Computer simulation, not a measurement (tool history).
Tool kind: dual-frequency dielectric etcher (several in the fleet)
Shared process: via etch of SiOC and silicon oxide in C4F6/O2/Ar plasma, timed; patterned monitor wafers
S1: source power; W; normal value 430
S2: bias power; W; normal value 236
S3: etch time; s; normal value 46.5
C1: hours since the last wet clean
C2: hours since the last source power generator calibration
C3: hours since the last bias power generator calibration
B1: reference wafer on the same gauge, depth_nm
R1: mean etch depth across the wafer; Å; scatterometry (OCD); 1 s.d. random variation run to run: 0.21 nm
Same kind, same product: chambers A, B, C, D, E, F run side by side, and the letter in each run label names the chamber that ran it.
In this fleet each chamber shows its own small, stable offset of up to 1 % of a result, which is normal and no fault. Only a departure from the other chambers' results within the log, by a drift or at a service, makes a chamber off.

| run | hour | S1 | S2 | S3 | C1 | C2 | C3 | B1 | R1 |
|---|---|---|---|---|---|---|---|---|---|
| 1C | 5.1 | 430 | 236 | 46.5 | 238.6 | 1731.1 | 2565.3 | 68.693 | 590.22 |
| 2F | 10.4 | 430 | 236 | 46.5 | 340.8 | 3701 | 1742.6 | 68.71 | 594.17 |
| 3B | 13.6 | 430 | 236 | 46.5 | 290.4 | 1921.6 | 1243.7 | 68.672 | 594.37 |
| 4A | 16.9 | 430 | 236 | 46.5 | 469.9 | 2357.3 | 629.8 | 68.715 | 591.89 |
| 5E | 20.5 | 430 | 236 | 46.5 | 184.4 | 1457.8 | 2080.9 | 68.736 | 580.59 |
| 6D | 25.7 | 430 | 236 | 46.5 | 309 | 1707.9 | 4708.7 | 68.723 | 586.05 |
| 7B | 30.4 | 430 | 236 | 46.5 | 307.2 | 1938.4 | 1260.5 | 68.729 | 593.5 |
| 8C | 34.1 | 430 | 236 | 46.5 | 267.6 | 1760.1 | 2594.3 | 68.673 | 588.15 |
| 9D | 36.9 | 430 | 236 | 46.5 | 320.2 | 1719.1 | 4719.9 | 68.751 | 589.99 |
| 10A | 40.7 | 430 | 236 | 46.5 | 493.7 | 2381.1 | 653.6 | 68.621 | 591.61 |
| 11F | 44 | 430 | 236 | 46.5 | 374.4 | 3734.6 | 1776.2 | 68.682 | 593.14 |
| 12E | 47.2 | 430 | 236 | 46.5 | 211.1 | 1484.5 | 2107.6 | 68.715 | 588 |
| 13C | 52.4 | 430 | 236 | 46.5 | 285.9 | 1778.4 | 2612.6 | 68.77 | 582.31 |
| 14D | 54.9 | 430 | 236 | 46.5 | 338.2 | 1737.1 | 4737.9 | 68.716 | 591.06 |
| 15A | 58.5 | 430 | 236 | 46.5 | 511.5 | 2398.9 | 671.4 | 68.683 | 591.03 |
| 16F | 61.2 | 430 | 236 | 46.5 | 391.6 | 3751.8 | 1793.4 | 68.714 | 591.85 |
| 17B | 64.2 | 430 | 236 | 46.5 | 341 | 1972.2 | 1294.3 | 68.646 | 591.43 |
| 18E | 68.1 | 430 | 236 | 46.5 | 232 | 1505.4 | 2128.5 | 68.691 | 584.06 |
| 19D | 73.2 | 430 | 236 | 46.5 | 356.5 | 1755.4 | 4756.2 | 68.686 | 586.14 |
| 20A | 77.2 | 430 | 236 | 46.5 | 530.2 | 2417.6 | 690.1 | 68.76 | 595.23 |
|  | 78.2 | chamber B: wet clean of the chamber |
| 21E | 81.5 | 430 | 236 | 46.5 | 245.4 | 1518.8 | 2141.9 | 68.7 | 587.7 |
| 22C | 84.1 | 430 | 236 | 46.5 | 317.6 | 1810.1 | 2644.3 | 68.708 | 575.99 |
|  | 86 | chamber A: wet clean of the chamber |
| 23F | 89 | 430 | 236 | 46.5 | 419.4 | 3779.6 | 1821.2 | 68.66 | 590.47 |
| 24B | 93.4 | 430 | 236 | 46.5 | 15.3 | 2001.4 | 1323.5 | 68.731 | 596.55 |
| 25E | 96.8 | 430 | 288 | 46.5 | 260.7 | 1534.1 | 2157.2 | 68.69 | 627.63 |
|  | 101.7 | chamber F: wet clean of the chamber |
| 26D | 102.1 | 430 | 288 | 46.5 | 385.4 | 1784.3 | 4785.1 | 68.736 | 631.17 |
| 27C | 105.2 | 430 | 288 | 46.5 | 338.7 | 1831.2 | 2665.4 | 68.729 | 612.39 |
| 28F | 108.3 | 430 | 288 | 46.5 | 6.7 | 3798.9 | 1840.5 | 68.651 | 636.05 |
| 29A | 110.9 | 430 | 288 | 46.5 | 25 | 2451.3 | 723.8 | 68.722 | 631.27 |
| 30B | 114 | 430 | 288 | 46.5 | 35.9 | 2022 | 1344.1 | 68.689 | 638.09 |
| 31F | 119 | 430 | 236 | 46.5 | 17.4 | 3809.6 | 1851.2 | 68.685 | 592.51 |
| 32A | 121.6 | 430 | 280 | 55.5 | 35.7 | 2462 | 734.5 | 68.75 | 751.24 |
| 33D | 126.5 | 430 | 280 | 55.5 | 409.8 | 1808.7 | 4809.5 | 68.682 | 750.13 |
| 34C | 130.2 | 430 | 280 | 55.5 | 363.7 | 1856.2 | 2690.4 | 68.711 | 720.02 |
| 35E | 134.9 | 430 | 280 | 55.5 | 298.8 | 1572.2 | 2195.3 | 68.707 | 736.92 |
| 36B | 138.1 | 430 | 280 | 55.5 | 60 | 2046.1 | 1368.2 | 68.711 | 755.9 |
| 37D | 142.7 | 430 | 280 | 55.5 | 426 | 1824.9 | 4825.7 | 68.745 | 741.82 |
| 38A | 145.4 | 430 | 236 | 54 | 59.5 | 2485.8 | 758.3 | 68.676 | 686.79 |
| 39F | 148.2 | 430 | 236 | 54 | 46.6 | 3838.8 | 1880.4 | 68.745 | 687.55 |

Predict what each chamber gives when all 6 of them run the settings below next.
| 40A | 152.1 | 430 | 260 | 46.5 |  |  |  |  | ? |
| 40B | 152.1 | 430 | 260 | 46.5 |  |  |  |  | ? |
| 40C | 152.1 | 430 | 260 | 46.5 |  |  |  |  | ? |
| 40D | 152.1 | 430 | 260 | 46.5 |  |  |  |  | ? |
| 40E | 152.1 | 430 | 260 | 46.5 |  |  |  |  | ? |
| 40F | 152.1 | 430 | 260 | 46.5 |  |  |  |  | ? |

| run | R1 |
|---|---|
| 40A | 610.82 |
| 40B | 616.28 |
| 40C | 585.56 |
| 40D | 605.03 |
| 40E | 602.45 |
| 40F | 611.46 |
